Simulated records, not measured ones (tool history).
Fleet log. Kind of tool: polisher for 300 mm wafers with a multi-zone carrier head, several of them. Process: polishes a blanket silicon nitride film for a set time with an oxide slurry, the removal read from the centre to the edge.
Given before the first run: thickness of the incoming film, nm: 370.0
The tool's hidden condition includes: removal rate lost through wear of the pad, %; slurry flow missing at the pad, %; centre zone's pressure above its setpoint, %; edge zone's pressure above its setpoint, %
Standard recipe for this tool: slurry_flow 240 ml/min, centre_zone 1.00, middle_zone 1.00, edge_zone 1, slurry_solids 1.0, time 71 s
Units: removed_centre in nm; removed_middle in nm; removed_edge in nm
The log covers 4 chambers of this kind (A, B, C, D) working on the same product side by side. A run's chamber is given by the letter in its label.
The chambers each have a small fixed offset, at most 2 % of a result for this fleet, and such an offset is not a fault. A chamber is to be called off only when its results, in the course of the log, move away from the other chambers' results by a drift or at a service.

run,day,slurry_flow,centre_zone,middle_zone,edge_zone,slurry_solids,time,wafers polished on this pad,hours since the slurry nozzle was cleaned,hours since the centre zone pressure was calibrated,hours since the edge zone pressure was calibrated,removed_centre,removed_middle,removed_edge
# day 0.342: chamber D: worn pad replaced by a new one
1C,0.517,240,1.00,1.00,1,1.0,71,550,191.5,213.7,550.5,52.579,50.773,52.324
2A,0.762,240,1.00,1.00,1,1.0,71,508,165.0,473.0,510.8,51.424,52.429,49.926
# day 1.021: chamber B: worn pad replaced by a new one
3D,1.088,240,1.00,1.00,1,1.0,71,222,714.4,266.9,47.7,53.533,51.903,50.988
4B,1.333,240,1.00,1.00,1,1.0,71,92,161.8,176.5,920.4,51.688,50.084,51.594
# day 1.479: chamber B: edge zone pressure recalibrated
5B,1.721,240,1.00,1.00,1,1.0,71,208,171.1,185.8,5.8,51.720,51.716,52.175
6A,2.104,240,1.00,1.00,1,1.0,71,906,197.2,505.2,543.0,53.176,50.707,50.716
7C,2.446,240,1.00,1.00,1,1.0,71,1123,237.8,260.0,596.8,51.165,51.064,52.267
8D,2.888,240,1.00,1.00,1,1.0,71,757,757.6,310.1,90.9,50.927,51.088,51.537
9D,3.142,240,1.05,0.91,1,1.0,71,832,763.7,316.2,97.0,52.786,47.079,51.339
# day 3.196: chamber C: worn pad replaced by a new one
10B,3.658,240,1.05,0.91,1,1.0,71,783,217.6,232.3,52.3,53.381,46.718,50.898
# day 3.725: chamber D: worn pad replaced by a new one
11C,4.008,240,1.05,0.91,1,1.0,71,242,275.3,297.5,634.3,54.424,46.997,51.736
12A,4.296,240,1.05,0.91,1,1.0,71,1558,249.8,557.8,595.6,54.057,47.937,50.222
# day 4.412: chamber A: edge zone pressure recalibrated
# day 4.538: chamber B: worn pad replaced by a new one
13A,4.775,240,1.00,1.00,1,1.0,71,1700,261.3,569.3,8.7,50.329,51.129,51.442
14D,5.025,240,1.00,1.00,1,1.0,71,386,808.9,361.4,142.2,51.285,51.238,50.987
15B,5.467,240,1.00,1.00,1,1.0,71,277,261.0,275.7,95.7,50.540,50.822,52.756
16C,5.892,240,1.00,1.00,1,1.0,71,801,320.5,342.7,679.5,52.819,50.827,51.699
# day 6.250: chamber B: centre zone pressure recalibrated
17A,6.317,240,1.00,1.08,1,1.1,71,2158,298.3,606.3,45.7,53.481,58.493,52.163
# day 6.625: chamber A: slurry nozzle cleaned
18D,6.625,240,1.00,1.08,1,1.1,71,861,847.3,399.8,180.6,53.527,56.737,53.338
# day 6.796: chamber B: slurry nozzle cleaned
# day 6.854: chamber D: worn pad replaced by a new one
19B,6.862,240,1.00,1.08,1,1.1,71,691,1.7,14.8,129.2,53.305,57.657,53.975
20C,7.171,240,1.00,1.08,1,1.1,71,1181,351.2,373.4,710.2,53.329,57.021,53.200
# day 7.375: chamber C: worn pad replaced by a new one
21A,7.571,240,1.00,0.90,1,1.0,71,2531,22.8,636.4,75.8,49.922,46.213,51.443
# day 7.779: chamber B: worn pad replaced by a new one
22B,7.929,240,1.00,0.90,1,1.0,71,45,27.3,40.4,154.8,53.367,46.799,52.076
23C,8.433,240,1.00,0.90,1,1.0,71,314,381.5,403.7,740.5,51.910,46.829,52.171
24D,8.875,240,1.00,0.90,1,1.0,71,600,901.3,453.8,234.6,50.758,46.653,51.099
# day 8.946: chamber D: slurry nozzle cleaned
25C,9.342,240,1.00,1.00,1,1.0,71,584,403.3,425.5,762.3,51.307,50.707,51.126
26B,9.792,240,1.00,1.00,1,1.0,71,598,72.0,85.1,199.5,52.197,51.238,52.220
# day 9.808: chamber D: worn pad replaced by a new one
27A,10.188,325,1.00,1.00,1,1.0,71,3308,85.6,699.2,138.6,50.118,50.329,48.586
28D,10.467,325,1.00,1.00,1,1.0,71,195,36.5,492.0,272.8,53.230,52.609,53.333
29A,10.771,325,1.00,1.00,1,1.0,71,3482,99.6,713.2,152.6,47.724,49.591,47.791
30B,11.029,325,1.00,1.00,1,1.0,71,966,101.7,114.8,229.2,53.495,52.751,51.915
# day 11.371: chamber C: worn pad replaced by a new one
# day 11.379: chamber B: worn pad replaced by a new one
# day 11.525: chamber C: centre zone pressure recalibrated
31D,11.525,240,1.00,1.00,1,1.0,71,510,61.9,517.4,298.2,51.097,50.940,51.446
32C,12.067,240,1.00,1.00,1,1.0,71,207,468.7,13.1,827.7,52.583,50.988,51.459
33A,12.446,240,1.00,1.00,1,1.0,71,3979,139.8,753.4,192.8,45.623,47.071,46.246
34C,12.729,200,1.00,1.00,1,1.0,71,403,484.6,29.0,843.6,50.116,50.235,48.715
# day 13.117: chamber D: worn pad replaced by a new one
35B,13.233,200,1.00,1.00,1,1.0,71,552,154.6,167.7,282.1,49.306,49.442,51.585
36D,13.717,200,1.00,1.00,1,1.0,71,179,114.5,570.0,350.8,50.707,50.869,50.711
37B,14.112,200,1.00,1.00,1,1.0,71,813,175.7,188.8,303.2,50.092,50.127,50.643
38A,14.633,240,1.00,1.00,1,1.0,71,4629,192.3,805.9,245.3,44.642,44.522,43.652
39C,15.079,240,1.00,1.00,1,1.0,71,1102,541.0,85.4,900.0,52.051,51.186,51.040

Is one chamber out of step, is the gauge drifting, or do the chambers differ by no more than their own small offsets? For an off chamber, give its letter and the likeliest cause.

It is chamber A that slowly wanders off from its peers.
What lies behind it: removal rate lost through wear of the pad, % = 14.6.

Chamber A could run next with any of the 4 candidate recipes listed below; each alters the usual settings, and their results appear as question marks. Which one brings its results back in line with what the other chambers deliver on the usual settings?
Maximum distance from the other chambers' mean on the usual settings for a result to count as in line: removed_centre 2.700 nm; removed_middle 1.400 nm; removed_edge 2.000 nm
40A-1,15.467,240,1.00,1.00,1.01,1.00,76,,,,,?,?,?
40A-2,15.467,240,1.00,0.98,1.02,1.05,81,,,,,?,?,?
40A-3,15.467,240,1.00,1.01,0.99,1.00,67,,,,,?,?,?
40A-4,15.467,240,1.00,1.02,0.98,0.95,62,,,,,?,?,?

Other chambers, usual settings, mean: removed_centre 51.396 nm; removed_middle 51.121 nm; removed_edge 51.336 nm
run,removed_centre,removed_middle,removed_edge
40A-1,46.786,47.322,46.552
40A-2,50.917,50.557,50.947
40A-3,41.249,42.105,40.607
40A-4,37.318,38.438,36.537
40A-2 is the one that brings the chamber's results back in line with the other chambers.

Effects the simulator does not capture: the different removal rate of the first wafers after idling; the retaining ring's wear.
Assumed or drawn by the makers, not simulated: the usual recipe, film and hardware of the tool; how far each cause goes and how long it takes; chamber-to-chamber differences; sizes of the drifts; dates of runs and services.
